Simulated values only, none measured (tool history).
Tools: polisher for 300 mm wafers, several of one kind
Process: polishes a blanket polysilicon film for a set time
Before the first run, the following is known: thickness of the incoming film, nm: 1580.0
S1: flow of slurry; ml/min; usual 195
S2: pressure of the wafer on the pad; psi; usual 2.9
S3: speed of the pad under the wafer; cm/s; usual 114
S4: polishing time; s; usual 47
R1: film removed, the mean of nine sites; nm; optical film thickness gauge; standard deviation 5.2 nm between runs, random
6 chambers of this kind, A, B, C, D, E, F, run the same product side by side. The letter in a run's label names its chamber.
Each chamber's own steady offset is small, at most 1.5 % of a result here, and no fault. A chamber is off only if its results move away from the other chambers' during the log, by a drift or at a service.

At hour 0.2: chamber C: slurry nozzle cleaned.
At hour 0.4: chamber A: worn pad replaced by a new one.
Run 1C, hour 12.6: usual settings. Result: R1 471.3 nm.
At hour 13.3: chamber D: worn pad replaced by a new one.
Run 2B, hour 18.9: usual settings. Result: R1 470.64 nm.
At hour 23.8: chamber E: worn pad replaced by a new one.
Run 3E, hour 25.3: usual settings. Result: R1 482.52 nm.
Run 4F, hour 36.6: usual settings. Result: R1 479.67 nm.
At hour 38.6: chamber B: slurry nozzle cleaned.
Run 5D, hour 44.8: usual settings but S2 3.3 psi, S3 138 cm/s. Result: R1 658.33 nm.
Run 6A, hour 57.6: usual settings but S2 3.3 psi, S3 138 cm/s. Result: R1 655.71 nm.
Run 7A, hour 67.4: usual settings but S2 3.3 psi, S3 138 cm/s. Result: R1 650.39 nm.
At hour 69: chamber E: head pressure recalibrated.
At hour 71.4: chamber C: worn pad replaced by a new one.
Run 8C, hour 76.7: usual settings but S2 3.3 psi, S3 138 cm/s. Result: R1 653.71 nm.
At hour 77.9: chamber D: worn pad replaced by a new one.
At hour 78.9: chamber A: worn pad replaced by a new one.
At hour 81: chamber F: worn pad replaced by a new one.
At hour 88.8: chamber B: worn pad replaced by a new one.
Run 9D, hour 88.9: usual settings but S2 3.3 psi, S3 138 cm/s. Result: R1 647.49 nm.
Run 10B, hour 101.8: usual settings but S2 3.3 psi, S3 138 cm/s. Result: R1 642.58 nm.
Run 11F, hour 113.5: usual settings. Result: R1 479.91 nm.
Run 12E, hour 121.3: usual settings. Result: R1 471.69 nm.
At hour 122.8: chamber E: worn pad replaced by a new one.
Run 13C, hour 127.8: usual settings. Result: R1 477.16 nm.
Run 14D, hour 140.7: usual settings but S3 148 cm/s. Result: R1 619.24 nm.
Run 15A, hour 147.4: usual settings but S3 148 cm/s. Result: R1 611.84 nm.
At hour 147.5: chamber A: head pressure recalibrated.
Run 16E, hour 154.7: usual settings but S3 148 cm/s. Result: R1 603.57 nm.
Run 17B, hour 160.3: usual settings but S3 148 cm/s. Result: R1 623.08 nm.
At hour 162.7: chamber D: worn pad replaced by a new one.
At hour 165.9: chamber A: worn pad replaced by a new one.
Run 18F, hour 172.9: usual settings but S3 148 cm/s. Result: R1 613.36 nm.
At hour 174.3: chamber C: worn pad replaced by a new one.
At hour 175.5: chamber F: slurry nozzle cleaned.
At hour 181.5: chamber D: head pressure recalibrated.
At hour 181.7: chamber F: worn pad replaced by a new one.
Run 19C, hour 182.6: usual settings but S3 148 cm/s. Result: R1 608.65 nm.
At hour 187.1: chamber B: worn pad replaced by a new one.
Run 20A, hour 194.6: usual settings. Result: R1 477.89 nm.
Run 21F, hour 203.5: usual settings. Result: R1 486.07 nm.
At hour 205.6: chamber E: worn pad replaced by a new one.
Run 22D, hour 216.3: usual settings. Result: R1 449.06 nm.
Run 23B, hour 225.5: usual settings. Result: R1 472.28 nm.
At hour 227: chamber E: slurry nozzle cleaned.
At hour 237.8: chamber D: worn pad replaced by a new one.
Run 24E, hour 238.1: usual settings. Result: R1 472.23 nm.
At hour 240.1: chamber A: worn pad replaced by a new one.
Run 25D, hour 248.1: usual settings. Result: R1 448.44 nm.
Run 26E, hour 254.4: usual settings. Result: R1 463.17 nm.
Run 27B, hour 261.3: usual settings. Result: R1 470.41 nm.
Run 28C, hour 270.1: usual settings. Result: R1 476.09 nm.
Run 29A, hour 276.7: usual settings. Result: R1 471.52 nm.
At hour 282.1: chamber B: worn pad replaced by a new one.
At hour 283.1: chamber E: worn pad replaced by a new one.
Run 30F, hour 287.2: usual settings. Result: R1 486.02 nm.
At hour 290.4: chamber F: worn pad replaced by a new one.
At hour 298.7: chamber C: worn pad replaced by a new one.
Run 31D, hour 299: usual settings. Result: R1 438.69 nm.
Run 32C, hour 305.6: usual settings. Result: R1 469.8 nm.
At hour 309.9: chamber A: worn pad replaced by a new one.
At hour 311.8: chamber D: worn pad replaced by a new one.
Run 33B, hour 316.2: usual settings but S1 235 ml/min, S4 35 s. Result: R1 361.43 nm.
Run 34F, hour 324.5: usual settings but S1 235 ml/min, S4 35 s. Result: R1 365.79 nm.
Run 35E, hour 331.7: usual settings but S1 235 ml/min, S4 35 s. Result: R1 355.52 nm.
At hour 335.1: chamber A: slurry nozzle cleaned.
Run 36A, hour 342.9: usual settings but S1 235 ml/min, S4 35 s. Result: R1 362.92 nm.
At hour 347.6: chamber D: slurry nozzle cleaned.
Run 37D, hour 353.8: usual settings but S1 235 ml/min, S4 35 s. Result: R1 340.87 nm.
Run 38A, hour 364.1: usual settings but S1 235 ml/min, S4 35 s. Result: R1 356.83 nm.
At hour 369.9: chamber E: worn pad replaced by a new one.
Run 39E, hour 370.5: usual settings. Result: R1 476.69 nm.
Run 40B, hour 379.4: usual settings. Result: R1 483.88 nm.

Is one chamber out of step, is the gauge drifting, or do the chambers differ by no more than their own small offsets? For an off chamber, give its letter and the likeliest cause.

A service left chamber D off against the others.
Most likely cause: head's pressure below its setpoint, % = 5.72.

Which of the 4 candidates below, each the usual settings with something changed and its results left as question marks, puts chamber D back in line with what the other chambers give on the usual settings?
Counts as in line when no further than this from what the other chambers average on the usual settings: R1 18 nm
Run 41D-1, hour 388.7: usual settings but S2 3.3 psi. Result: R1 ?.
Run 41D-2, hour 388.7: usual settings but S3 110 cm/s, S4 46 s. Result: R1 ?.
Run 41D-3, hour 388.7: usual settings but S2 3.1 psi. Result: R1 ?.
Run 41D-4, hour 388.7: usual settings but S2 2.8 psi, S3 108 cm/s, S4 45 s. Result: R1 ?.

On the usual settings, the other chambers give on average: R1 476.07 nm
  run      R1
41D-1  505.97
41D-2   420.1
41D-3  475.52
41D-4  389.58
41D-3 is the one that brings the chamber's results back in line with the other chambers.
